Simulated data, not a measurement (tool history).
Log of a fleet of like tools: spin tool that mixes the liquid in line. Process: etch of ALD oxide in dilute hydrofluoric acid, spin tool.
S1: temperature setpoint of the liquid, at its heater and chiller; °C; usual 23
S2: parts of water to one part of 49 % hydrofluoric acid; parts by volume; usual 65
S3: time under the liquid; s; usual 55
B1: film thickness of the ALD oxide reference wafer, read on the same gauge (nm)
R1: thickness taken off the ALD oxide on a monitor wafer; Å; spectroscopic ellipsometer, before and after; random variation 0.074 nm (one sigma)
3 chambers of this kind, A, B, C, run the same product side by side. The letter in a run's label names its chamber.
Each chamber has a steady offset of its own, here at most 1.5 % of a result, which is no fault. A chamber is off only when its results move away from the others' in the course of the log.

run	day	S1	S2	S3	B1	R1
1A	0.121	23	65	55	130.02	132.47
2C	0.283	23	65	55	130.02	135.47
3B	0.408	23	65	55	130.01	134.58
4B	0.592	23	65	55	129.98	133.24
5A	0.771	23	65	55	129.97	132.99
6C	0.946	23	65	55	129.99	135.97
7C	1.067	23	65	55	129.98	134.61
8B	1.275	23	65	55	130.04	133.31
9A	1.396	23	65	55	130.03	133.19
10A	1.517	23	65	55	130	132.31
11C	1.625	23	65	55	130.05	134.85
12B	1.717	23	65	55	130.03	133.46
13A	1.908	23	65	55	130.04	134.02
14B	2.108	23	65	55	130.05	132.38
15C	2.258	23	65	55	130	135.84
16C	2.417	23	85	55	130	100.15
17B	2.588	23	85	55	130.05	97.132
18A	2.712	23	85	55	130.01	99.124
19A	2.838	23	65	55	129.97	134.02
20C	2.967	23	65	55	130.02	134.23
21B	3.079	23	65	55	130.01	129.94
22A	3.288	23	65	55	130	131.9
23C	3.383	23	50	55	129.99	178.86
24B	3.596	23	50	55	129.97	172.54
25A	3.7	23	50	55	129.98	175.71
# day 3.788: chamber A: hydrofluoric acid flow meter replaced
26B	3.825	23	55	35	129.96	99.074
27C	3.954	23	55	35	129.99	103.29
28B	4.067	23	55	35	129.99	98.495
29C	4.208	23	65	55	129.99	135.79
30A	4.412	23	65	55	129.97	134.07
31A	4.629	23	65	55	130	133.56
32C	4.788	23	65	55	130	134.91
33B	4.912	23	65	55	130.01	126.42
34A	5.071	23	65	55	130.02	132.89

Next, every chamber runs the same settings. What will each give?
35A	5.225	23	65	30		?
35B	5.225	23	65	30		?
35C	5.225	23	65	30		?

run	R1
35A	72.273
35B	69.083
35C	73.779
